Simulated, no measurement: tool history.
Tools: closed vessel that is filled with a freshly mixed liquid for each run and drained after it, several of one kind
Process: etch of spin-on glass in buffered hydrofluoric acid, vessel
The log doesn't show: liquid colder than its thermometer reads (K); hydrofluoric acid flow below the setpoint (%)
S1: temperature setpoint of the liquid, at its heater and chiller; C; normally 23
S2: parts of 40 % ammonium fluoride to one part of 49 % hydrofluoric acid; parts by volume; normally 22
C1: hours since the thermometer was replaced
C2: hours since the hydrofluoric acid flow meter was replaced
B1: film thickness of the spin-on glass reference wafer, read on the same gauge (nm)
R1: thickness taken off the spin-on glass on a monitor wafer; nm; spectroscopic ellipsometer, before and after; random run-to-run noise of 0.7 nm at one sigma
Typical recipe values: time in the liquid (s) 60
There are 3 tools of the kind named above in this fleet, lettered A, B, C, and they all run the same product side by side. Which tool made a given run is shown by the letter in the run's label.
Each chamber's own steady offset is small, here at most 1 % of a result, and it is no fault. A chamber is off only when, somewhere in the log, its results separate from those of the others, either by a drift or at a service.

{"hour": 4.6, "done": "chamber C: hydrofluoric acid flow meter replaced"}
{"run": "1B", "hour": 11.5, "S1": 23, "S2": 22, "time in the liquid (s)": 60, "C1": 1566.4, "C2": 1030.5, "B1": 79.999, "R1": 69.98}
{"run": "2C", "hour": 21.2, "S1": 23, "S2": 22, "time in the liquid (s)": 60, "C1": 711.7, "C2": 16.7, "B1": 80.003, "R1": 72.632}
{"run": "3A", "hour": 30.4, "S1": 23, "S2": 22, "time in the liquid (s)": 60, "C1": 498.6, "C2": 328, "B1": 79.992, "R1": 71.911}
{"run": "4C", "hour": 40.0, "S1": 23, "S2": 22, "time in the liquid (s)": 60, "C1": 730.5, "C2": 35.5, "B1": 80.014, "R1": 72.793}
{"run": "5B", "hour": 45.7, "S1": 23, "S2": 22, "time in the liquid (s)": 60, "C1": 1600.6, "C2": 1064.7, "B1": 80.016, "R1": 70.129}
{"hour": 48.5, "done": "chamber A: thermometer replaced"}
{"run": "6A", "hour": 51.7, "S1": 23, "S2": 22, "time in the liquid (s)": 60, "C1": 3.2, "C2": 349.3, "B1": 79.994, "R1": 71.231}
{"run": "7C", "hour": 59.1, "S1": 23, "S2": 22, "time in the liquid (s)": 60, "C1": 749.6, "C2": 54.6, "B1": 79.98, "R1": 70.456}
{"run": "8B", "hour": 67.6, "S1": 23, "S2": 22, "time in the liquid (s)": 60, "C1": 1622.5, "C2": 1086.6, "B1": 80.002, "R1": 71.993}
{"run": "9A", "hour": 78.7, "S1": 23, "S2": 22, "time in the liquid (s)": 60, "C1": 30.2, "C2": 376.3, "B1": 79.997, "R1": 71.266}
{"run": "10C", "hour": 84.3, "S1": 23, "S2": 22, "time in the liquid (s)": 60, "C1": 774.8, "C2": 79.8, "B1": 79.982, "R1": 71.308}
{"run": "11B", "hour": 92.4, "S1": 23, "S2": 22, "time in the liquid (s)": 60, "C1": 1647.3, "C2": 1111.4, "B1": 79.989, "R1": 72.016}
{"run": "12A", "hour": 98.4, "S1": 23, "S2": 22, "time in the liquid (s)": 60, "C1": 49.9, "C2": 396, "B1": 79.983, "R1": 71.126}
{"run": "13A", "hour": 104.3, "S1": 23, "S2": 22, "time in the liquid (s)": 60, "C1": 55.8, "C2": 401.9, "B1": 79.997, "R1": 70.27}
{"run": "14B", "hour": 114.9, "S1": 23, "S2": 22, "time in the liquid (s)": 60, "C1": 1669.8, "C2": 1133.9, "B1": 80, "R1": 70.798}
{"run": "15C", "hour": 120.2, "S1": 23, "S2": 22, "time in the liquid (s)": 60, "C1": 810.7, "C2": 115.7, "B1": 80.002, "R1": 72.496}
{"run": "16C", "hour": 129.4, "S1": 23, "S2": 22, "time in the liquid (s)": 60, "C1": 819.9, "C2": 124.9, "B1": 79.997, "R1": 72.115}
{"run": "17A", "hour": 140.8, "S1": 23, "S2": 22, "time in the liquid (s)": 60, "C1": 92.3, "C2": 438.4, "B1": 79.99, "R1": 71.855}
{"run": "18B", "hour": 147.6, "S1": 23, "S2": 22, "time in the liquid (s)": 60, "C1": 1702.5, "C2": 1166.6, "B1": 79.968, "R1": 70.274}
{"run": "19C", "hour": 155.8, "S1": 23, "S2": 22, "time in the liquid (s)": 60, "C1": 846.3, "C2": 151.3, "B1": 80.01, "R1": 72.191}
{"run": "20B", "hour": 166.3, "S1": 23, "S2": 22, "time in the liquid (s)": 60, "C1": 1721.2, "C2": 1185.3, "B1": 79.987, "R1": 70.621}
{"run": "21A", "hour": 175.6, "S1": 23, "S2": 22, "time in the liquid (s)": 60, "C1": 127.1, "C2": 473.2, "B1": 79.998, "R1": 71.15}
{"run": "22A", "hour": 182.8, "S1": 23, "S2": 22, "time in the liquid (s)": 60, "C1": 134.3, "C2": 480.4, "B1": 79.989, "R1": 70.571}
{"run": "23C", "hour": 187.8, "S1": 23, "S2": 22, "time in the liquid (s)": 60, "C1": 878.3, "C2": 183.3, "B1": 79.99, "R1": 70.5}
{"run": "24B", "hour": 197.4, "S1": 23, "S2": 22, "time in the liquid (s)": 60, "C1": 1752.3, "C2": 1216.4, "B1": 80.011, "R1": 71.806}
{"run": "25C", "hour": 203.2, "S1": 23, "S2": 22, "time in the liquid (s)": 60, "C1": 893.7, "C2": 198.7, "B1": 79.994, "R1": 70.785}
{"hour": 205.9, "done": "chamber B: hydrofluoric acid flow meter replaced"}
{"run": "26B", "hour": 212.8, "S1": 23, "S2": 22, "time in the liquid (s)": 60, "C1": 1767.7, "C2": 6.9, "B1": 80.006, "R1": 71.487}
{"run": "27A", "hour": 219.0, "S1": 20.5, "S2": 22, "time in the liquid (s)": 45, "C1": 170.5, "C2": 516.6, "B1": 79.997, "R1": 46.102}
{"run": "28B", "hour": 224.7, "S1": 20.5, "S2": 22, "time in the liquid (s)": 45, "C1": 1779.6, "C2": 18.8, "B1": 79.993, "R1": 46.586}
{"run": "29C", "hour": 235.3, "S1": 20.5, "S2": 22, "time in the liquid (s)": 45, "C1": 925.8, "C2": 230.8, "B1": 79.965, "R1": 47.401}
{"run": "30A", "hour": 245.9, "S1": 23, "S2": 22, "time in the liquid (s)": 60, "C1": 197.4, "C2": 543.5, "B1": 80.003, "R1": 70.897}
{"run": "31A", "hour": 252.5, "S1": 23, "S2": 22, "time in the liquid (s)": 60, "C1": 204, "C2": 550.1, "B1": 80.031, "R1": 71.126}

Decide between three cases: one chamber stands off from its peers, the gauge reading all wafers drifts, or nothing is wrong past each chamber's small offset. Where a chamber is off, say which and what most likely put it there.

Beyond each chamber's small constant offset nothing stands out, and the gauge stays steady.

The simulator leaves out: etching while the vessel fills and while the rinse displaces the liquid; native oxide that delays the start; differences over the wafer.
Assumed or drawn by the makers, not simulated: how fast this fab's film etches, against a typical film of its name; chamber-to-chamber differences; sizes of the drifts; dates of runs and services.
